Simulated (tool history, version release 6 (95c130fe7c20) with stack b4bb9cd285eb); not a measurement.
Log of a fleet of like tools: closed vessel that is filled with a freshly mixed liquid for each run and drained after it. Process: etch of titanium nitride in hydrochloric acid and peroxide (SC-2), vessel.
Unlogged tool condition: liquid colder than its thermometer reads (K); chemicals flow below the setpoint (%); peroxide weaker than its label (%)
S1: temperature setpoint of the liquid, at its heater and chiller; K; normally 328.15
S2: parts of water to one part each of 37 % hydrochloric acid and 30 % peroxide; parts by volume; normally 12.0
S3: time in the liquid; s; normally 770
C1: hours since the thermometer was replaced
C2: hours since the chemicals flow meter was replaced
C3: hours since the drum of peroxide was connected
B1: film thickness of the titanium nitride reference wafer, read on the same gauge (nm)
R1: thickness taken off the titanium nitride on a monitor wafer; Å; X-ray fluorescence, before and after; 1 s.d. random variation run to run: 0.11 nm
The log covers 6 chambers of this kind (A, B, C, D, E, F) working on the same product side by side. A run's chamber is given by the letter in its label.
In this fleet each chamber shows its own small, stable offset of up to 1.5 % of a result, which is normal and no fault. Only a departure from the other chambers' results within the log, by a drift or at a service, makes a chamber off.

run	hour	S1	S2	S3	C1	C2	C3	B1	R1
1F	5.6	328.15	12.0	770	38.3	33.9	793.2	120.02	281.15
2E	14.1	328.15	12.0	770	1610.0	421.6	567.0	120.00	282.50
3D	26.2	328.15	12.0	770	1163.1	1112.8	343.2	119.98	283.94
4B	38.0	328.15	12.0	770	2306.2	1787.8	306.9	119.99	278.97
5A	50.3	328.15	12.0	770	204.0	502.6	202.2	120.01	278.27
6C	57.7	328.15	12.0	770	162.9	65.7	465.6	120.00	281.32
7E	69.6	328.15	12.0	770	1665.5	477.1	622.5	120.01	280.55
8A	80.2	328.15	8.5	415	233.9	532.5	232.1	120.08	200.97
9D	92.5	328.15	8.5	415	1229.4	1179.1	409.5	120.01	204.42
10F	101.7	328.15	8.5	415	134.4	130.0	889.3	120.03	201.76
11B	111.3	328.15	8.5	415	2379.5	1861.1	380.2	120.03	201.18
# hour 120.4: chamber D: chemicals flow meter replaced
12C	124.0	328.15	8.5	415	229.2	132.0	531.9	119.98	203.18
13E	136.4	328.15	8.5	415	1732.3	543.9	689.3	119.99	201.77
14B	148.3	328.15	12.0	770	2416.5	1898.1	417.2	119.99	282.53
15D	159.9	328.15	12.0	770	1296.8	39.6	476.9	120.01	282.97
16C	166.5	328.15	12.0	770	271.7	174.5	574.4	119.98	280.71
17A	177.8	328.15	12.0	770	331.5	630.1	329.7	120.00	274.85
# hour 186.1: chamber A: new drum of peroxide connected
18F	187.5	328.15	12.0	770	220.2	215.8	975.1	120.04	280.91
19E	199.2	328.15	12.0	770	1795.1	606.7	752.1	120.01	282.52
20A	210.6	328.15	12.0	770	364.3	662.9	24.5	119.99	274.38
21D	217.1	328.15	12.0	770	1354.0	96.8	534.1	119.99	281.29
22C	226.9	328.15	12.0	770	332.1	234.9	634.8	119.99	282.02
23F	232.6	328.15	12.0	770	265.3	260.9	1020.2	119.96	281.35
24B	239.6	328.15	12.0	770	2507.8	1989.4	508.5	120.05	279.31
25E	247.4	328.15	12.0	770	1843.3	654.9	800.3	119.93	280.23
26F	256.1	328.15	12.0	770	288.8	284.4	1043.7	119.97	280.70
27C	264.8	328.15	12.0	770	370.0	272.8	672.7	119.99	280.66
28B	271.6	328.15	12.0	770	2539.8	2021.4	540.5	120.01	279.61
29A	283.4	328.15	12.0	770	437.1	735.7	97.3	120.03	271.55
30D	295.9	328.15	12.0	770	1432.8	175.6	612.9	119.99	282.97
31D	303.6	328.15	7.0	1125	1440.5	183.3	620.6	119.99	646.80
32E	316.0	328.15	7.0	1125	1911.9	723.5	868.9	120.00	641.39
33F	323.8	328.15	7.0	1125	356.5	352.1	1111.4	120.01	639.29
34C	329.6	328.15	7.0	1125	434.8	337.6	737.5	119.99	640.96
35B	340.2	328.15	7.0	1125	2608.4	2090.0	609.1	120.02	642.03
36A	347.0	328.15	7.0	1125	500.7	799.3	160.9	119.98	616.43
37F	354.4	328.15	12.0	770	387.1	382.7	1142.0	120.02	280.45
38A	361.6	328.15	12.0	770	515.3	813.9	175.5	119.99	266.50
39D	371.7	328.15	12.0	770	1508.6	251.4	688.7	120.02	283.99
# hour 380.0: chamber C: thermometer replaced
40C	380.0	328.15	12.0	770	0.0	388.0	787.9	119.99	281.86
# hour 383.7: chamber F: chemicals flow meter replaced
41E	389.7	321.65	12.0	770	1985.6	797.2	942.6	119.97	183.54
42B	397.3	321.65	12.0	770	2665.5	2147.1	666.2	119.96	181.75
43F	408.3	321.65	12.0	770	441.0	24.7	1195.9	119.94	181.09
44C	418.5	321.65	12.0	770	38.5	426.5	826.4	119.99	181.32

Is one chamber out of step, is the gauge drifting, or do the chambers differ by no more than their own small offsets? For an off chamber, give its letter and the likeliest cause.

Chamber A drifts away from the others.
What lies behind it: liquid colder than its thermometer reads (K) = 0.722.
Not necessarily distinguishable in this log from: chemicals flow below the setpoint (%).

Which of the 4 candidates below, each the usual settings with something changed and its results left as question marks, puts chamber A back in line with what the other chambers give on the usual settings?
In line means no further than this from the other chambers' mean on the usual settings: R1 3.80 Å
45A-1	427.5	328.15	12.0	730					?
45A-2	427.5	328.65	12.0	770					?
45A-3	427.5	328.65	12.0	785					?
45A-4	427.5	328.15	12.0	750					?

Average result of the remaining chambers running the usual settings: R1 281.03 Å
run	R1
45A-1	252.40
45A-2	275.18
45A-3	280.54
45A-4	259.32
It is 45A-3 that realigns the chamber with its peers.

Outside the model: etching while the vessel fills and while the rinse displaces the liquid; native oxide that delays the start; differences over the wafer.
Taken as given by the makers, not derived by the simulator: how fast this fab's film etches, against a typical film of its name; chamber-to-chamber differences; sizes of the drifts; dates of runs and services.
